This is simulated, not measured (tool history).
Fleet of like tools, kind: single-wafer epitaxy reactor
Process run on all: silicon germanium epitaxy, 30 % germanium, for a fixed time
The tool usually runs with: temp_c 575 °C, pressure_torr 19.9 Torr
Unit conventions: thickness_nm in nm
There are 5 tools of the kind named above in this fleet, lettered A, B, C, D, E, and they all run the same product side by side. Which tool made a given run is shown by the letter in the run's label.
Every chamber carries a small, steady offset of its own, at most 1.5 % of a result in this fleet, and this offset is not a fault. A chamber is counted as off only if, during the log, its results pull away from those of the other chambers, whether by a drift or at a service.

| run | hour | temp_c | pressure_torr | hours since the last pyrometer calibration | hours since the last manometer calibration | read-back reference wafer on the same gauge, thickness_nm | thickness_nm |
|---|---|---|---|---|---|---|---|
| 1E | 5.9 | 575 | 19.9 | 1271.4 | 2219.6 | 41.613 | 36.551 |
| 2C | 11.9 | 575 | 19.9 | 2174.9 | 356.7 | 41.641 | 36.784 |
| 3D | 19.8 | 575 | 19.9 | 280.5 | 87.6 | 41.644 | 37.348 |
| 4B | 27.7 | 575 | 19.9 | 1501.1 | 686.4 | 41.576 | 36.955 |
| 5A | 37.1 | 575 | 19.9 | 730.5 | 1007.6 | 41.578 | 36.513 |
| 6C | 44.5 | 575 | 19.9 | 2207.5 | 389.3 | 41.596 | 36.732 |
| 7E | 50.1 | 575 | 19.9 | 1315.6 | 2263.8 | 41.611 | 36.698 |
| 8B | 56.9 | 575 | 19.9 | 1530.3 | 715.6 | 41.591 | 37.023 |
| 9A | 65.3 | 575 | 19.9 | 758.7 | 1035.8 | 41.573 | 36.451 |
| 10D | 74 | 575 | 15 | 334.7 | 141.8 | 41.616 | 33.372 |
| 11B | 80.1 | 575 | 15 | 1553.5 | 738.8 | 41.626 | 33.073 |
| 12E | 86.4 | 575 | 15 | 1351.9 | 2300.1 | 41.63 | 32.892 |
| 13D | 94.8 | 575 | 15 | 355.5 | 162.6 | 41.624 | 33.237 |
| 14C | 104.7 | 575 | 15 | 2267.7 | 449.5 | 41.605 | 32.859 |
| 15A | 114.2 | 575 | 19.9 | 807.6 | 1084.7 | 41.593 | 36.585 |
| 16E | 121.6 | 575 | 19.9 | 1387.1 | 2335.3 | 41.612 | 36.581 |
| 17D | 131.6 | 575 | 19.9 | 392.3 | 199.4 | 41.6 | 37.191 |
| 18C | 137.2 | 575 | 19.9 | 2300.2 | 482 | 41.608 | 36.95 |
| 19A | 147.9 | 575 | 19.9 | 841.3 | 1118.4 | 41.589 | 36.717 |
| 20B | 156.3 | 575 | 19.9 | 1629.7 | 815 | 41.646 | 36.493 |
| 21B | 161.6 | 575 | 19.9 | 1635 | 820.3 | 41.614 | 37.008 |
| 22D | 172.4 | 575 | 19.9 | 433.1 | 240.2 | 41.572 | 37.332 |
| 23E | 180 | 575 | 19.9 | 1445.5 | 2393.7 | 41.567 | 36.791 |
| 24A | 187.6 | 575 | 19.9 | 881 | 1158.1 | 41.61 | 36.373 |
|  | 189.1 | chamber E: pyrometer calibrated |
|  | 194.4 | chamber C: pyrometer calibrated |
| 25C | 197.3 | 575 | 19.9 | 2.9 | 542.1 | 41.586 | 35.179 |
| 26C | 208 | 575 | 19.9 | 13.6 | 552.8 | 41.604 | 35.085 |
| 27D | 219.1 | 575 | 19.9 | 479.8 | 286.9 | 41.609 | 37.312 |
| 28B | 225.2 | 575 | 19.9 | 1698.6 | 883.9 | 41.614 | 36.733 |
| 29E | 235.7 | 575 | 19.9 | 46.6 | 2449.4 | 41.597 | 36.792 |
| 30A | 241 | 575 | 19.9 | 934.4 | 1211.5 | 41.589 | 36.621 |
| 31E | 250.2 | 582 | 21.9 | 61.1 | 2463.9 | 41.597 | 43.63 |
| 32C | 259.5 | 582 | 21.9 | 65.1 | 604.3 | 41.595 | 41.881 |
|  | 261 | chamber B: pyrometer calibrated |
| 33D | 268.1 | 582 | 21.9 | 528.8 | 335.9 | 41.622 | 44.518 |
| 34A | 273.9 | 582 | 21.9 | 967.3 | 1244.4 | 41.593 | 43.494 |
| 35B | 280.7 | 582 | 21.9 | 19.8 | 939.4 | 41.588 | 43.911 |
| 36B | 289.2 | 575 | 19.9 | 28.3 | 947.9 | 41.622 | 36.847 |
| 37C | 294.7 | 575 | 19.9 | 100.3 | 639.5 | 41.581 | 35.16 |
| 38A | 301.1 | 575 | 19.9 | 994.5 | 1271.6 | 41.581 | 36.497 |
| 39E | 309.6 | 575 | 19.9 | 120.5 | 2523.3 | 41.587 | 36.844 |
| 40D | 316.3 | 575 | 19.9 | 577 | 384.1 | 41.614 | 37.385 |
| 41A | 321.4 | 589 | 15.1 | 1014.8 | 1291.9 | 41.587 | 42.727 |
| 42B | 330.8 | 589 | 15.1 | 69.9 | 989.5 | 41.591 | 43.176 |
| 43D | 341.2 | 589 | 15.1 | 601.9 | 409 | 41.613 | 43.925 |

Next, every chamber runs the same settings. What will each give?
| 44A | 349.6 | 575 | 19.9 |  |  |  | ? |
| 44B | 349.6 | 575 | 19.9 |  |  |  | ? |
| 44C | 349.6 | 575 | 19.9 |  |  |  | ? |
| 44D | 349.6 | 575 | 19.9 |  |  |  | ? |
| 44E | 349.6 | 575 | 19.9 |  |  |  | ? |

| run | thickness_nm |
|---|---|
| 44A | 36.633 |
| 44B | 36.98 |
| 44C | 35.318 |
| 44D | 37.276 |
| 44E | 36.87 |

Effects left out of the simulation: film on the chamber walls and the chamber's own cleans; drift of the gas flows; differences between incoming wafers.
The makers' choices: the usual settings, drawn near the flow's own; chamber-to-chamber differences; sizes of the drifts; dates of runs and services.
